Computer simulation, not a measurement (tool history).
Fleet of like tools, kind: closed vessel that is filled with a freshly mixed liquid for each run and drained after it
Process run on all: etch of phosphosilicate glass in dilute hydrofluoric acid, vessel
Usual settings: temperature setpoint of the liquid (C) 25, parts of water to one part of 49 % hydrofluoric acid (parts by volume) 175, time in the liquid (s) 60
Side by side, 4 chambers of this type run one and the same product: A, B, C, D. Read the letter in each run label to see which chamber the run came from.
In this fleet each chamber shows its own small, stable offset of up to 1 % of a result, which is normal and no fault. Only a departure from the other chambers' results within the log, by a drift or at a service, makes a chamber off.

run   hour  temperature setpoint of the liquid (C)  parts of water to one part of 49 % hydrofluoric acid (parts by volume)  time in the liquid (s)  hours since the thermometer was replaced  hours since the hydrofluoric acid flow meter was replaced  read-back film thickness of the phosphosilicate glass reference wafer, read on the same gauge (nm)  thickness taken off the phosphosilicate glass on a monitor wafer (angstrom)
 1C    9.1                                      25                                                                     175                      60                                     541.4                                                      108.4                                                                                              99.982                                                                       198.87
 2D   18.4                                      25                                                                     175                      60                                     360.2                                                      874.2                                                                                               99.99                                                                       196.37
 3B   27.7                                      25                                                                     175                      60                                     813.5                                                      459.5                                                                                              99.972                                                                        196.2
      37.2  -- chamber D: hydrofluoric acid flow meter replaced
 4A   40.8                                      25                                                                     175                      60                                     960.6                                                      558.4                                                                                              100.01                                                                       195.27
 5B   52.1                                      25                                                                     175                      60                                     837.9                                                      483.9                                                                                              99.978                                                                       198.48
 6A   64.2                                    20.5                                                                     175                      60                                       984                                                      581.8                                                                                              100.01                                                                       163.41
 7D   77.8                                    20.5                                                                     175                      60                                     419.6                                                       40.7                                                                                              100.03                                                                       164.77
 8C   87.1                                    20.5                                                                     175                      60                                     619.4                                                      186.4                                                                                              100.01                                                                       167.53
      92.5  -- chamber C: thermometer replaced
 9A   98.8                                    20.5                                                                     175                      60                                    1018.6                                                      616.4                                                                                              99.982                                                                       165.39
10C  107.5                                      25                                                                     175                      60                                        15                                                      206.8                                                                                              100.02                                                                       198.01
11B  116.6                                      25                                                                     175                      60                                     902.4                                                      548.4                                                                                              100.04                                                                        193.4
12D  125.7                                      25                                                                     175                      60                                     467.5                                                       88.6                                                                                              100.03                                                                        194.6
13D  137.6                                      25                                                                     175                      60                                     479.4                                                      100.5                                                                                                 100                                                                       199.68
14A  145.3                                      25                                                                     175                      60                                    1065.1                                                      662.9                                                                                              100.02                                                                       192.86
15B  156.5                                      25                                                                     175                      60                                     942.3                                                      588.3                                                                                              99.988                                                                       191.81
16C  167.9                                      25                                                                     175                      60                                      75.4                                                      267.2                                                                                                 100                                                                       195.41
17D  179.3                                      25                                                                     175                      60                                     521.1                                                      142.2                                                                                              100.01                                                                       192.78
18C  190.2                                      25                                                                     175                      60                                      97.7                                                      289.5                                                                                              99.978                                                                        191.7
19B  202.5                                      25                                                                     175                      60                                     988.3                                                      634.3                                                                                              100.01                                                                       195.56
20A  215.6                                      25                                                                     175                      60                                    1135.4                                                      733.2                                                                                              100.02                                                                       194.46
     217.5  -- chamber B: thermometer replaced
21A  228.8                                      25                                                                     175                      60                                    1148.6                                                      746.4                                                                                              99.992                                                                       195.94
22D  241.1                                      25                                                                     175                      60                                     582.9                                                        204                                                                                              100.02                                                                       199.45
23C    249                                      25                                                                     175                      60                                     156.5                                                      348.3                                                                                              100.02                                                                       197.32
24B  261.5                                      25                                                                     175                      60                                      44.1                                                      693.3                                                                                              99.991                                                                        191.8
25D  267.9                                      25                                                                     175                      30                                     609.7                                                      230.8                                                                                              100.01                                                                       97.647
26C  281.1                                      25                                                                     175                      30                                     188.6                                                      380.4                                                                                              100.01                                                                       98.188
27A  289.8                                      25                                                                     175                      30                                    1209.6                                                      807.4                                                                                              100.02                                                                         96.7
28B  303.2                                      25                                                                     175                      30                                      85.8                                                        735                                                                                              100.02                                                                       98.349
29D  316.3                                      25                                                                     175                      60                                     658.1                                                      279.2                                                                                              99.981                                                                       195.26
30C  329.1                                      25                                                                     175                      60                                     236.6                                                      428.4                                                                                              100.02                                                                       191.83

Has any chamber moved away from the others, gradually or after a service, or does the common gauge drift, or do the chambers differ only by their own small steady offsets? State the chamber and the most likely cause if one applies.

The fleet is healthy, with each chamber sitting at its usual small offset and no drift in the gauge.
